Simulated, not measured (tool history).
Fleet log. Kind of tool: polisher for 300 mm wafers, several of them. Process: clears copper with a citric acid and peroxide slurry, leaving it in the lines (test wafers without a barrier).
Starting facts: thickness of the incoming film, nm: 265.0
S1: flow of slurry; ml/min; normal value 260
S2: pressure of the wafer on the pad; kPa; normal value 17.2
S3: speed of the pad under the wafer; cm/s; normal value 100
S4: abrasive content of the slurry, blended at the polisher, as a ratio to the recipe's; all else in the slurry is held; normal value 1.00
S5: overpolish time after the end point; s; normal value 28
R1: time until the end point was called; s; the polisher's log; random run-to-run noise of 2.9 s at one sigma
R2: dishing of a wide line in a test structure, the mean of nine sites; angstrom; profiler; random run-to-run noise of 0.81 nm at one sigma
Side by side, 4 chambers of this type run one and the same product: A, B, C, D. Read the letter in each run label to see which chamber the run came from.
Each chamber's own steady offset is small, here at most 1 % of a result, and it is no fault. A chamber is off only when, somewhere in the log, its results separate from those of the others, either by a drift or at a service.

Run 1A, day 0.317: usual settings. Result: R1 146.75 s, R2 346.98 angstrom.
Run 2C, day 0.583: usual settings. Result: R1 154.64 s, R2 344.86 angstrom.
Run 3B, day 0.875: usual settings. Result: R1 143.79 s, R2 339.18 angstrom.
Run 4D, day 1.158: usual settings. Result: R1 152.04 s, R2 338.22 angstrom.
Run 5A, day 1.525: usual settings. Result: R1 150.92 s, R2 326.66 angstrom.
At day 1.600: chamber C: slurry nozzle cleaned.
Run 6B, day 1.788: usual settings but S3 86 cm/s, S4 0.75. Result: R1 188.78 s, R2 288.66 angstrom.
Run 7C, day 2.025: usual settings but S3 86 cm/s, S4 0.75. Result: R1 184.37 s, R2 290.52 angstrom.
Run 8D, day 2.292: usual settings but S3 86 cm/s, S4 0.75. Result: R1 186.79 s, R2 279.99 angstrom.
Run 9B, day 2.596: usual settings but S3 86 cm/s, S4 0.75. Result: R1 182.46 s, R2 287.26 angstrom.
Run 10D, day 2.858: usual settings. Result: R1 149.40 s, R2 333.83 angstrom.
Run 11C, day 3.179: usual settings. Result: R1 153.25 s, R2 349.82 angstrom.
Run 12A, day 3.550: usual settings but S1 335 ml/min, S3 82 cm/s. Result: R1 176.29 s, R2 282.71 angstrom.
At day 3.658: chamber B: slurry blender recalibrated.
Run 13B, day 3.742: usual settings but S1 335 ml/min, S3 82 cm/s. Result: R1 172.92 s, R2 299.57 angstrom.
Run 14A, day 4.029: usual settings but S1 335 ml/min, S3 82 cm/s. Result: R1 174.24 s, R2 299.41 angstrom.
Run 15D, day 4.354: usual settings but S1 335 ml/min, S3 82 cm/s. Result: R1 177.85 s, R2 292.35 angstrom.
At day 4.433: chamber D: slurry blender recalibrated.
Run 16C, day 4.533: usual settings. Result: R1 148.10 s, R2 351.18 angstrom.
Run 17D, day 4.754: usual settings but S1 325 ml/min. Result: R1 147.88 s, R2 341.24 angstrom.
Run 18A, day 5.083: usual settings but S1 325 ml/min. Result: R1 142.44 s, R2 341.06 angstrom.
At day 5.096: chamber D: worn pad replaced by a new one.
Run 19B, day 5.342: usual settings but S1 325 ml/min. Result: R1 143.23 s, R2 354.82 angstrom.
Run 20C, day 5.662: usual settings but S1 325 ml/min. Result: R1 148.99 s, R2 355.51 angstrom.
At day 5.800: chamber B: slurry nozzle cleaned.
Run 21B, day 5.958: usual settings. Result: R1 147.74 s, R2 339.51 angstrom.
Run 22C, day 6.317: usual settings. Result: R1 149.87 s, R2 331.81 angstrom.
Run 23A, day 6.521: usual settings. Result: R1 144.35 s, R2 341.71 angstrom.
Run 24D, day 6.729: usual settings. Result: R1 145.92 s, R2 343.89 angstrom.
At day 6.888: chamber A: slurry nozzle cleaned.
Run 25A, day 7.100: usual settings but S5 36 s. Result: R1 146.56 s, R2 413.29 angstrom.

What goes on in this fleet: one chamber off, a drifting gauge, or nothing beyond the chambers' own small offsets? Name the chamber and the cause, if any.

Beyond each chamber's small constant offset nothing stands out, and the gauge stays steady.

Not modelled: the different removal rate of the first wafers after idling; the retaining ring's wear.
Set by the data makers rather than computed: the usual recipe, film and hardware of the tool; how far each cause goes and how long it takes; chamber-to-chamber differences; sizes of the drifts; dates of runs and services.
